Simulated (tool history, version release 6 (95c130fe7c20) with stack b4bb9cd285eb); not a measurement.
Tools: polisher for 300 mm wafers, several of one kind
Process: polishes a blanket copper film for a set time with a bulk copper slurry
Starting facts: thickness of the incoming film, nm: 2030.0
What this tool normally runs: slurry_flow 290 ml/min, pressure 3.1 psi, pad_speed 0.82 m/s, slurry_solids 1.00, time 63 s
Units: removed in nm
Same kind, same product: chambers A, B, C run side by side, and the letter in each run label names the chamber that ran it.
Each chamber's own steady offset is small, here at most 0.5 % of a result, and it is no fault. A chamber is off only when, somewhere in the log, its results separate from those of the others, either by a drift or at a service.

Run 1A, hour 4.1: usual settings. Result: removed 464.67 nm.
Run 2B, hour 8.2: usual settings. Result: removed 457.23 nm.
Run 3C, hour 12.0: usual settings. Result: removed 460.85 nm.
Run 4A, hour 15.2: usual settings. Result: removed 463.37 nm.
Run 5B, hour 20.2: usual settings. Result: removed 458.71 nm.
Run 6C, hour 25.4: usual settings but slurry_solids 0.85, time 56 s. Result: removed 390.48 nm.
At hour 27.0: chamber A: slurry blender recalibrated.
Run 7A, hour 27.8: usual settings but slurry_solids 0.85, time 56 s. Result: removed 393.28 nm.
At hour 29.0: chamber A: worn pad replaced by a new one.
Run 8B, hour 32.7: usual settings but slurry_solids 0.85, time 56 s. Result: removed 396.43 nm.
Run 9C, hour 35.7: usual settings. Result: removed 447.30 nm.
Run 10A, hour 38.1: usual settings. Result: removed 464.88 nm.
Run 11C, hour 41.9: usual settings. Result: removed 452.39 nm.
Run 12B, hour 44.8: usual settings. Result: removed 463.11 nm.
Run 13A, hour 48.6: usual settings. Result: removed 468.96 nm.
Run 14C, hour 53.2: usual settings. Result: removed 448.54 nm.
Run 15B, hour 58.2: usual settings. Result: removed 458.51 nm.
Run 16A, hour 61.0: usual settings. Result: removed 456.05 nm.
At hour 62.1: chamber C: worn pad replaced by a new one.
Run 17C, hour 65.3: usual settings. Result: removed 442.07 nm.
Run 18B, hour 70.3: usual settings but pad_speed 0.98 m/s, slurry_solids 0.70. Result: removed 515.27 nm.
Run 19A, hour 73.8: usual settings but pad_speed 0.98 m/s, slurry_solids 0.70. Result: removed 519.93 nm.
Run 20C, hour 77.4: usual settings but pad_speed 0.98 m/s, slurry_solids 0.70. Result: removed 489.56 nm.
Run 21B, hour 81.9: usual settings. Result: removed 459.84 nm.
Run 22C, hour 86.0: usual settings but time 73 s. Result: removed 514.52 nm.
At hour 89.3: chamber B: slurry blender recalibrated.
At hour 89.4: chamber B: slurry nozzle cleaned.
Run 23B, hour 89.9: usual settings but time 73 s. Result: removed 544.86 nm.
Run 24A, hour 94.7: usual settings but time 73 s. Result: removed 530.04 nm.
Run 25A, hour 98.1: usual settings. Result: removed 464.98 nm.
Run 26B, hour 103.2: usual settings. Result: removed 460.46 nm.
Run 27C, hour 105.5: usual settings. Result: removed 427.00 nm.
Run 28A, hour 108.8: usual settings. Result: removed 462.92 nm.
Run 29B, hour 112.4: usual settings. Result: removed 459.35 nm.
Run 30C, hour 117.3: usual settings. Result: removed 428.47 nm.
Run 31C, hour 120.9: usual settings. Result: removed 424.95 nm.
Run 32B, hour 123.6: usual settings. Result: removed 463.93 nm.
Run 33A, hour 126.9: usual settings. Result: removed 463.67 nm.
At hour 132.2: chamber B: worn pad replaced by a new one.
Run 34A, hour 132.3: usual settings but slurry_flow 210 ml/min, pad_speed 0.60 m/s. Result: removed 326.43 nm.
Run 35C, hour 134.9: usual settings but slurry_flow 210 ml/min, pad_speed 0.60 m/s. Result: removed 298.03 nm.
Run 36B, hour 138.1: usual settings but slurry_flow 210 ml/min, pad_speed 0.60 m/s. Result: removed 326.60 nm.
Run 37B, hour 140.6: usual settings. Result: removed 461.36 nm.

Read the log: is a single chamber off, either drifting away or since a service, is the gauge that measures every chamber drifting, or is nothing wrong beyond small per-chamber offsets? Name any odd chamber and what most likely caused it.

It is chamber C that slowly wanders off from its peers.
What lies behind it: abrasive missing from the slurry, % = 36.
The log may not tell that from: head's pressure below its setpoint, %.

Here are 4 candidates for chamber C's next run, each the usual settings with a change, their results left as question marks. Which one brings its results back in line with what the others give on the usual settings?
Counts as in line when no further than this from what the other chambers average on the usual settings: removed 11.00 nm
Run 38C-1, hour 144.4: usual settings but pressure 3.0 psi, pad_speed 0.78 m/s, time 61 s. Result: removed ?.
Run 38C-2, hour 144.4: usual settings but pressure 3.3 psi, time 66 s. Result: removed ?.
Run 38C-3, hour 144.4: usual settings but slurry_solids 0.80. Result: removed ?.
Run 38C-4, hour 144.4: usual settings but pressure 3.2 psi, time 64 s. Result: removed ?.

What the other chambers average on the usual settings: removed 462.70 nm
  run  removed
38C-1   370.31
38C-2   462.88
38C-3   397.29
38C-4   435.37
It is 38C-2 that realigns the chamber with its peers.
